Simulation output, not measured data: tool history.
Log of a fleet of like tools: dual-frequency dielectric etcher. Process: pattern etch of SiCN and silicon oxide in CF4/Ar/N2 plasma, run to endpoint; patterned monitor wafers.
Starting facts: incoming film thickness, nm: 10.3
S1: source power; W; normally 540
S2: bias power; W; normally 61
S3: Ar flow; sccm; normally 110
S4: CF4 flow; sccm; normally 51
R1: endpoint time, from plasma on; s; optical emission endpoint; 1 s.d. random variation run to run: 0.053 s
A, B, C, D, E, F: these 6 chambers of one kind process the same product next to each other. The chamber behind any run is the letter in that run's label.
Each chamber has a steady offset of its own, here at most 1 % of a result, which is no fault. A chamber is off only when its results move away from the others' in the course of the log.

| run | hour | S1 | S2 | S3 | S4 | R1 |
|---|---|---|---|---|---|---|
|  | 5.1 | chamber E: wet clean of the chamber |
|  | 14.3 | chamber B: wet clean of the chamber |
| 1A | 15.2 | 540 | 61 | 110 | 51 | 11.5 |
| 2C | 30.3 | 540 | 61 | 110 | 51 | 11.626 |
| 3F | 39.3 | 540 | 61 | 110 | 51 | 11.669 |
| 4E | 50.9 | 540 | 61 | 110 | 51 | 11.587 |
| 5B | 61.5 | 540 | 61 | 110 | 51 | 11.643 |
| 6D | 72.7 | 540 | 61 | 110 | 51 | 11.522 |
| 7E | 83.7 | 540 | 61 | 110 | 51 | 11.628 |
| 8B | 91.9 | 540 | 61 | 110 | 51 | 11.695 |
| 9A | 106.3 | 540 | 61 | 110 | 51 | 11.513 |
|  | 111.1 | chamber C: wet clean of the chamber |
| 10D | 113.5 | 540 | 61 | 110 | 51 | 11.521 |
|  | 116.4 | chamber D: wet clean of the chamber |
| 11F | 120.1 | 540 | 61 | 110 | 51 | 11.591 |
| 12C | 130.1 | 540 | 61 | 110 | 51 | 11.505 |
| 13D | 144 | 540 | 61 | 110 | 51 | 11.631 |
| 14B | 152 | 540 | 61 | 110 | 51 | 11.559 |
| 15A | 165.5 | 540 | 61 | 110 | 51 | 11.569 |
| 16F | 172.5 | 540 | 61 | 110 | 51 | 11.563 |
| 17E | 182.4 | 540 | 61 | 110 | 51 | 11.535 |
| 18C | 189.3 | 540 | 61 | 110 | 51 | 11.511 |
|  | 194.7 | chamber A: Ar flow controller replaced |
| 19D | 202.9 | 540 | 61 | 110 | 51 | 11.503 |
|  | 215.6 | chamber F: wet clean of the chamber |
| 20E | 215.6 | 540 | 61 | 110 | 51 | 11.523 |
| 21A | 230.3 | 540 | 61 | 110 | 51 | 11.48 |
| 22C | 242.6 | 540 | 56 | 110 | 51 | 11.975 |
| 23B | 255.8 | 540 | 56 | 110 | 51 | 12.011 |
| 24F | 268.3 | 540 | 56 | 110 | 51 | 11.948 |
| 25B | 276.2 | 540 | 56 | 110 | 51 | 12.032 |
| 26F | 283.1 | 540 | 56 | 110 | 51 | 11.839 |
| 27A | 296.3 | 540 | 56 | 110 | 51 | 11.761 |
| 28C | 308 | 540 | 61 | 110 | 51 | 11.563 |
|  | 312.3 | chamber C: Ar flow controller replaced |
| 29E | 314.8 | 540 | 61 | 127 | 51 | 11.952 |
| 30D | 321.6 | 540 | 61 | 127 | 51 | 11.825 |
|  | 330.5 | chamber E: bias power generator calibrated |
| 31E | 334 | 540 | 61 | 127 | 51 | 11.903 |
| 32F | 349.2 | 540 | 61 | 127 | 51 | 11.835 |
| 33A | 363.2 | 540 | 61 | 127 | 51 | 11.802 |
| 34D | 371.6 | 540 | 61 | 127 | 51 | 11.758 |
| 35C | 379.9 | 540 | 61 | 110 | 51 | 11.593 |
| 36B | 392 | 540 | 61 | 110 | 51 | 11.623 |
| 37E | 401.1 | 540 | 61 | 110 | 51 | 11.687 |
| 38B | 410.1 | 540 | 61 | 110 | 51 | 11.593 |

Is one chamber out of step, is the gauge drifting, or do the chambers differ by no more than their own small offsets? For an off chamber, give its letter and the likeliest cause.

All chambers stay in line apart from their small fixed offsets, and the gauge does not drift.

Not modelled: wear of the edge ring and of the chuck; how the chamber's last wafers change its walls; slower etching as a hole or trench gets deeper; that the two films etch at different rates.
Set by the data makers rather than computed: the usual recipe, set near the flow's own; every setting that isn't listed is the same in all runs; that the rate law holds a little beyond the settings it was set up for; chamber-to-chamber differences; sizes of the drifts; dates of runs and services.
